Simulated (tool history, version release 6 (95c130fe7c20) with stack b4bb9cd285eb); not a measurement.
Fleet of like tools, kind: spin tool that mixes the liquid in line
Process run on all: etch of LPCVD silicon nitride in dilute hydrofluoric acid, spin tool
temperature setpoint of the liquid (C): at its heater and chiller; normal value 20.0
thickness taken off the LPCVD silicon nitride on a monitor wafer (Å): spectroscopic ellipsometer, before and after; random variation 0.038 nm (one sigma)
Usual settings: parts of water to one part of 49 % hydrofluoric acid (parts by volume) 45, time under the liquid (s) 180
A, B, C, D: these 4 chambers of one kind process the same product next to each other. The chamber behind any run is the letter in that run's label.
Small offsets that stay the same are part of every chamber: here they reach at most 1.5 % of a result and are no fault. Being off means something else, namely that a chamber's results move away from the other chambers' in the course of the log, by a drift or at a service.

run   hour  temperature setpoint of the liquid (C)  parts of water to one part of 49 % hydrofluoric acid (parts by volume)  time under the liquid (s)  read-back film thickness of the LPCVD silicon nitride reference wafer, read on the same gauge (nm)  thickness taken off the LPCVD silicon nitride on a monitor wafer (Å)
 1C   10.4                                    20.0                                                                      45                        180                                                                                              70.022                                                               14.9820
 2B   18.6                                    20.0                                                                      45                        180                                                                                              70.034                                                               15.3980
 3D   25.8                                    20.0                                                                      45                        180                                                                                              69.978                                                               14.6230
 4A   36.2                                    20.0                                                                      45                        180                                                                                              69.955                                                               15.2470
 5C   45.7                                    20.0                                                                      45                        180                                                                                              69.988                                                               14.7610
 6D   56.4                                    20.0                                                                      45                        180                                                                                              70.009                                                               15.0950
 7B   64.4                                    20.0                                                                      45                        180                                                                                              70.002                                                               16.2480
 8A   70.9                                    20.0                                                                      45                        180                                                                                              70.057                                                               15.7220
 9C   76.1                                    20.0                                                                      45                        180                                                                                              69.974                                                               14.9570
10D   85.8                                    17.0                                                                      35                        180                                                                                              69.954                                                               15.2450
11A   96.3                                    17.0                                                                      35                        180                                                                                              70.010                                                               15.7620
12B  101.4                                    17.0                                                                      35                        180                                                                                              69.986                                                               16.7850
13D  112.1                                    17.0                                                                      35                        180                                                                                              69.994                                                               15.0700
14B  121.8                                    20.0                                                                      45                        180                                                                                              69.992                                                               15.8550
15A  132.5                                    20.0                                                                      45                        180                                                                                              70.033                                                               15.1010
     136.5  -- chamber B: thermometer replaced
16C  139.5                                    20.0                                                                      45                        180                                                                                              70.004                                                               15.5800
17D  144.6                                    20.0                                                                      45                        180                                                                                              69.991                                                               14.9790
18A  150.4                                    20.0                                                                      45                        180                                                                                              70.064                                                               15.8480
19C  158.3                                    20.0                                                                      45                        180                                                                                              70.001                                                               15.4110
20B  165.4                                    18.0                                                                      45                         95                                                                                              69.983                                                                7.4061
21D  170.2                                    18.0                                                                      45                         95                                                                                              70.024                                                                6.8253
22B  179.0                                    18.0                                                                      45                         95                                                                                              69.996                                                                6.7974
23C  185.0                                    18.0                                                                      45                         95                                                                                              70.034                                                                7.3703
24A  191.3                                    20.0                                                                      45                        180                                                                                              70.014                                                               15.3570
25B  200.0                                    20.0                                                                      45                        180                                                                                              69.942                                                               15.8310
26D  207.7                                    20.0                                                                      45                        180                                                                                              69.975                                                               15.1380
     212.6  -- chamber B: hydrofluoric acid flow meter replaced
27A  216.7                                    20.0                                                                      60                         75                                                                                              69.953                                                                5.3115
28C  223.5                                    20.0                                                                      60                         75                                                                                              70.027                                                                4.6013
29B  231.0                                    20.0                                                                      60                         75                                                                                              70.007                                                                4.8610
30D  240.8                                    20.0                                                                      60                         75                                                                                              69.993                                                                4.5492
31C  246.8                                    20.0                                                                      45                        255                                                                                              70.020                                                               20.9640
32A  253.1                                    20.0                                                                      45                        255                                                                                              70.063                                                               24.2350
33C  263.4                                    20.0                                                                      45                        255                                                                                              69.992                                                               21.4140
34B  272.2                                    20.0                                                                      45                        255                                                                                              70.004                                                               21.1070
35D  281.7                                    20.0                                                                      45                        180                                                                                              69.980                                                               15.5260
36A  288.9                                    20.0                                                                      45                        180                                                                                              70.047                                                               17.5780
37D  298.3                                    18.5                                                                      45                        275                                                                                              70.009                                                               21.3310
38A  307.5                                    18.5                                                                      45                        275                                                                                              69.996                                                               24.0540
39B  313.5                                    18.5                                                                      45                        275                                                                                              69.929                                                               20.7370
40C  322.8                                    18.5                                                                      45                        275                                                                                              70.039                                                               20.7100

Predict what each chamber gives when all 4 of them run the settings below next.
41A  330.5                                    20.0                                                                      45                        260                                                                                                                                                                         ?
41B  330.5                                    20.0                                                                      45                        260                                                                                                                                                                         ?
41C  330.5                                    20.0                                                                      45                        260                                                                                                                                                                         ?
41D  330.5                                    20.0                                                                      45                        260                                                                                                                                                                         ?

run  thickness taken off the LPCVD silicon nitride on a monitor wafer (Å)
41A                                                               26.0140
41B                                                               22.3500
41C                                                               22.0100
41D                                                               22.4550

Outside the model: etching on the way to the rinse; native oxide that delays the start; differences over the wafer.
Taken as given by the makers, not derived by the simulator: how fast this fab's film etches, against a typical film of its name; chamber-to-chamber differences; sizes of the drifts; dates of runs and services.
